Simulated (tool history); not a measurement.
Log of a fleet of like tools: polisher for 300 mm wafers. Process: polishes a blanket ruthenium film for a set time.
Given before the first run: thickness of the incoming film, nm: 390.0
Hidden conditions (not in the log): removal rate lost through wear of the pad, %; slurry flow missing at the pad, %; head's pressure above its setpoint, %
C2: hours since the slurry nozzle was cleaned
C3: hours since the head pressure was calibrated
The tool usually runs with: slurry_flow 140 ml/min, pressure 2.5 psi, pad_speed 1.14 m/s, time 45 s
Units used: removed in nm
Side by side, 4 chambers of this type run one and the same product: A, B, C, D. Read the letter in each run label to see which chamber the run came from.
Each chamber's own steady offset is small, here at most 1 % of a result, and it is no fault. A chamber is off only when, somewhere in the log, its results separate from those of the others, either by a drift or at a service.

run 1A hour=7.8 | slurry_flow=140 pressure=2.5 pad_speed=1.14 time=45 | wafers_polished_on_this_pad=483 C2=263.2 C3=266.9 | removed=58.07
-- hour=11 chamber B: slurry nozzle cleaned
run 2D hour=21.9 | slurry_flow=140 pressure=2.5 pad_speed=1.14 time=45 | wafers_polished_on_this_pad=1351 C2=73.7 C3=974 | removed=57.882
-- hour=26.9 chamber D: worn pad replaced by a new one
run 3C hour=36 | slurry_flow=140 pressure=2.5 pad_speed=1.14 time=45 | wafers_polished_on_this_pad=668 C2=307.3 C3=238.7 | removed=58.485
run 4B hour=44.3 | slurry_flow=140 pressure=2.5 pad_speed=1.14 time=45 | wafers_polished_on_this_pad=773 C2=33.4 C3=210.6 | removed=57.731
-- hour=51.7 chamber A: worn pad replaced by a new one
run 5B hour=52.6 | slurry_flow=140 pressure=2.5 pad_speed=1.14 time=45 | wafers_polished_on_this_pad=837 C2=41.7 C3=218.9 | removed=57.055
run 6A hour=59.9 | slurry_flow=140 pressure=2.5 pad_speed=1.14 time=45 | wafers_polished_on_this_pad=63 C2=315.3 C3=319 | removed=58.913
run 7C hour=68.2 | slurry_flow=140 pressure=2.5 pad_speed=1.14 time=45 | wafers_polished_on_this_pad=918 C2=339.5 C3=270.9 | removed=58.187
run 8D hour=77.7 | slurry_flow=140 pressure=2.5 pad_speed=1.14 time=45 | wafers_polished_on_this_pad=393 C2=129.5 C3=1029.8 | removed=57.561
-- hour=82.4 chamber B: worn pad replaced by a new one
run 9A hour=86.3 | slurry_flow=140 pressure=2.5 pad_speed=1.14 time=45 | wafers_polished_on_this_pad=268 C2=341.7 C3=345.4 | removed=57.91
run 10B hour=95.4 | slurry_flow=140 pressure=2.5 pad_speed=1.14 time=45 | wafers_polished_on_this_pad=101 C2=84.5 C3=261.7 | removed=56.878
run 11D hour=109.5 | slurry_flow=140 pressure=2.5 pad_speed=1.14 time=45 | wafers_polished_on_this_pad=639 C2=161.3 C3=1061.6 | removed=57.739
run 12C hour=115.9 | slurry_flow=140 pressure=2.5 pad_speed=1.14 time=45 | wafers_polished_on_this_pad=1286 C2=387.2 C3=318.6 | removed=56.518
run 13B hour=130.3 | slurry_flow=140 pressure=2.8 pad_speed=1.14 time=45 | wafers_polished_on_this_pad=371 C2=119.4 C3=296.6 | removed=63.874
run 14A hour=138.6 | slurry_flow=140 pressure=2.8 pad_speed=1.14 time=45 | wafers_polished_on_this_pad=672 C2=394 C3=397.7 | removed=65.888
-- hour=143.4 chamber A: slurry nozzle cleaned
-- hour=143.5 chamber A: head pressure recalibrated
run 15C hour=152.1 | slurry_flow=140 pressure=2.8 pad_speed=1.14 time=45 | wafers_polished_on_this_pad=1566 C2=423.4 C3=354.8 | removed=62.777
run 16D hour=162.7 | slurry_flow=140 pressure=2.8 pad_speed=1.14 time=45 | wafers_polished_on_this_pad=1050 C2=214.5 C3=1114.8 | removed=65.282
run 17A hour=175.6 | slurry_flow=140 pressure=2.5 pad_speed=1.14 time=45 | wafers_polished_on_this_pad=958 C2=32.2 C3=32.2 | removed=58.161
-- hour=176.2 chamber A: worn pad replaced by a new one
run 18C hour=190 | slurry_flow=140 pressure=2.5 pad_speed=1.14 time=45 | wafers_polished_on_this_pad=1860 C2=461.3 C3=392.7 | removed=54.86
run 19D hour=204.4 | slurry_flow=140 pressure=2.9 pad_speed=0.9 time=45 | wafers_polished_on_this_pad=1373 C2=256.2 C3=1156.5 | removed=53.051
-- hour=210.9 chamber B: worn pad replaced by a new one
run 20B hour=214.2 | slurry_flow=140 pressure=2.9 pad_speed=0.9 time=45 | wafers_polished_on_this_pad=26 C2=203.3 C3=380.5 | removed=52.646
run 21D hour=225.3 | slurry_flow=140 pressure=2.9 pad_speed=0.9 time=45 | wafers_polished_on_this_pad=1534 C2=277.1 C3=1177.4 | removed=53.029
run 22A hour=232.2 | slurry_flow=140 pressure=2.9 pad_speed=0.9 time=45 | wafers_polished_on_this_pad=433 C2=88.8 C3=88.8 | removed=52.998
run 23B hour=241 | slurry_flow=140 pressure=2.5 pad_speed=1.14 time=45 | wafers_polished_on_this_pad=233 C2=230.1 C3=407.3 | removed=57.074
run 24C hour=251.7 | slurry_flow=140 pressure=2.5 pad_speed=1.14 time=45 | wafers_polished_on_this_pad=2337 C2=523 C3=454.4 | removed=52.565
run 25C hour=264 | slurry_flow=140 pressure=2.5 pad_speed=1.14 time=45 | wafers_polished_on_this_pad=2432 C2=535.3 C3=466.7 | removed=51.878

Does one chamber stand apart from the rest, does the shared gauge drift, or is all well apart from small per-chamber offsets? Give the chamber and the most likely cause, where there is one.

Chamber C drifts away from the others.
Cause: removal rate lost through wear of the pad, % = 10.9.
The log may not separate it from: slurry flow missing at the pad, %; head's pressure below its setpoint, %.

Below are 4 candidate recipes for chamber C's next run, each the usual settings with a change, their results shown as question marks. Which of them brings C's results back in line with what the other chambers give on the usual settings?
Allowed miss from the other chambers' usual-settings mean, per result, to count as in line: removed 1.9 nm
run 26C-1 hour=274.4 | slurry_flow=180 pressure=2.5 pad_speed=1.14 time=45 | removed=?
run 26C-2 hour=274.4 | slurry_flow=140 pressure=2.4 pad_speed=1.1 time=43 | removed=?
run 26C-3 hour=274.4 | slurry_flow=140 pressure=2.5 pad_speed=1.2 time=48 | removed=?
run 26C-4 hour=274.4 | slurry_flow=105 pressure=2.5 pad_speed=1.14 time=45 | removed=?

What the other chambers average on the usual settings: removed 57.856 nm
run=26C-1 removed=53.403
run=26C-2 removed=45.342
run=26C-3 removed=57.489
run=26C-4 removed=48.144
26C-3 is the one that brings the chamber's results back in line with the other chambers.
